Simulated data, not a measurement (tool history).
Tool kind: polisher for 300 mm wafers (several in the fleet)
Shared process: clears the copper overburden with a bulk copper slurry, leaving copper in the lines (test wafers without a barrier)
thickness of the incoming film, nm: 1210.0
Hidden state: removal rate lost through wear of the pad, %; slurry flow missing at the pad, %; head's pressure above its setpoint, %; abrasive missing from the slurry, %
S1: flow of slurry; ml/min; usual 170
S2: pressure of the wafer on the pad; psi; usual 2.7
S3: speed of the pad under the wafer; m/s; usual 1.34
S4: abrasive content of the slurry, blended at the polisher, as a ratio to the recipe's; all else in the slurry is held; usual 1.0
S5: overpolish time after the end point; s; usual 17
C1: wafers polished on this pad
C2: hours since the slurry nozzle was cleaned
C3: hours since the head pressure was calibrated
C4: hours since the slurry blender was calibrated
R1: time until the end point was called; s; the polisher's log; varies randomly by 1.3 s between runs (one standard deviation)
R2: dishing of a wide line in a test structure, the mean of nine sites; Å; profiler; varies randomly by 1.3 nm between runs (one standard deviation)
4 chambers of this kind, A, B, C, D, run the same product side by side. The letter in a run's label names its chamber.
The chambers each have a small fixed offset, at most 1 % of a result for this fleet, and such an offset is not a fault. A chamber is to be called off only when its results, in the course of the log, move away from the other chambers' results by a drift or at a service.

run,hour,S1,S2,S3,S4,S5,C1,C2,C3,C4,R1,R2
# hour 2.5: chamber B: slurry blender recalibrated
1A,7.7,170,2.7,1.34,1.0,17,970,249.6,751.4,319.3,125.69,829.02
# hour 7.8: chamber D: slurry blender recalibrated
2C,15.1,170,2.7,1.34,1.0,17,353,35.6,42.7,243.8,128.99,848.70
3B,22.3,170,2.7,1.34,1.0,17,680,170.9,332.6,19.9,125.66,848.63
4D,31.5,170,2.7,1.34,1.0,17,643,106.0,122.6,23.7,125.34,843.04
# hour 33.9: chamber A: worn pad replaced by a new one
# hour 34.3: chamber A: slurry blender recalibrated
5D,38.2,170,2.7,0.90,1.0,17,691,112.7,129.3,30.4,186.97,636.67
6A,45.1,170,2.7,0.90,1.0,17,79,287.0,788.8,10.9,192.37,642.73
# hour 48.4: chamber D: worn pad replaced by a new one
# hour 49.0: chamber C: worn pad replaced by a new one
7B,50.4,170,2.7,0.90,1.0,17,878,199.0,360.7,48.0,187.67,654.68
8C,58.5,170,2.7,0.90,1.0,17,67,79.0,86.1,287.2,189.56,618.88
9B,63.5,170,2.7,1.34,1.0,17,970,212.1,373.8,61.1,126.42,841.53
10A,70.6,170,2.7,1.34,1.0,17,258,312.5,814.3,36.4,125.52,839.81
11D,75.9,170,2.7,1.34,1.0,17,194,150.4,167.0,68.1,125.74,831.66
12C,82.4,170,2.7,1.34,1.0,17,236,102.9,110.0,311.1,125.75,817.76
# hour 86.2: chamber A: head pressure recalibrated
13A,86.6,170,2.7,1.34,1.0,17,371,328.5,0.5,52.4,119.19,860.82
# hour 89.7: chamber B: worn pad replaced by a new one
14D,94.3,170,2.7,1.34,1.0,17,323,168.8,185.4,86.5,125.76,812.90
15C,102.8,170,2.7,1.34,1.0,17,379,123.3,130.4,331.5,127.28,847.70
16B,109.5,170,2.7,1.34,1.0,24,139,258.1,419.8,107.1,125.02,994.99
17B,119.1,170,2.7,1.34,1.0,24,207,267.7,429.4,116.7,126.44,1010.00
18D,125.7,170,2.7,1.34,1.0,24,545,200.2,216.8,117.9,126.74,992.45
# hour 128.8: chamber C: worn pad replaced by a new one
# hour 129.7: chamber D: slurry blender recalibrated
19C,130.0,170,2.7,1.34,1.0,24,8,150.5,157.6,358.7,126.64,1032.50
20A,135.1,170,2.7,1.34,1.0,17,713,377.0,49.0,100.9,120.58,871.89
21B,144.1,170,2.7,1.34,1.0,17,383,292.7,454.4,141.7,125.52,852.83
22C,152.8,170,2.7,1.34,1.0,17,169,173.3,180.4,381.5,127.71,830.54
23D,160.0,170,2.7,1.34,1.2,14,787,234.5,251.1,30.3,121.90,731.84
# hour 167.6: chamber D: worn pad replaced by a new one
24A,168.9,170,2.7,1.34,1.2,14,952,410.8,82.8,134.7,112.29,789.86
# hour 170.4: chamber B: slurry blender recalibrated
25D,177.2,170,2.7,1.34,1.2,14,68,251.7,268.3,47.5,122.30,767.26
26B,183.2,170,2.7,1.34,1.2,14,659,331.8,493.5,12.9,121.45,783.54
27A,190.8,170,2.7,1.34,1.0,17,1106,432.7,104.7,156.6,115.91,877.46
28C,197.3,170,2.7,1.34,1.0,17,483,217.8,224.9,426.0,124.26,814.42
# hour 198.4: chamber A: worn pad replaced by a new one
29A,203.2,170,2.7,1.34,1.0,17,34,445.1,117.1,169.0,115.41,865.75
30B,211.6,170,2.7,1.34,1.0,17,859,360.2,521.9,41.3,126.04,846.19
31D,217.5,170,2.7,1.34,1.0,17,352,292.0,308.6,87.8,126.24,821.80

Next, all 4 chambers run the settings below, one line each with question marks for the results. What does each chamber give?
32A,224.4,170,2.7,1.34,1.0,17,,,,,?,?
32B,224.4,170,2.7,1.34,1.0,17,,,,,?,?
32C,224.4,170,2.7,1.34,1.0,17,,,,,?,?
32D,224.4,170,2.7,1.34,1.0,17,,,,,?,?

run,R1,R2
32A,119.27,872.12
32B,124.17,823.08
32C,128.42,844.13
32D,127.39,824.13
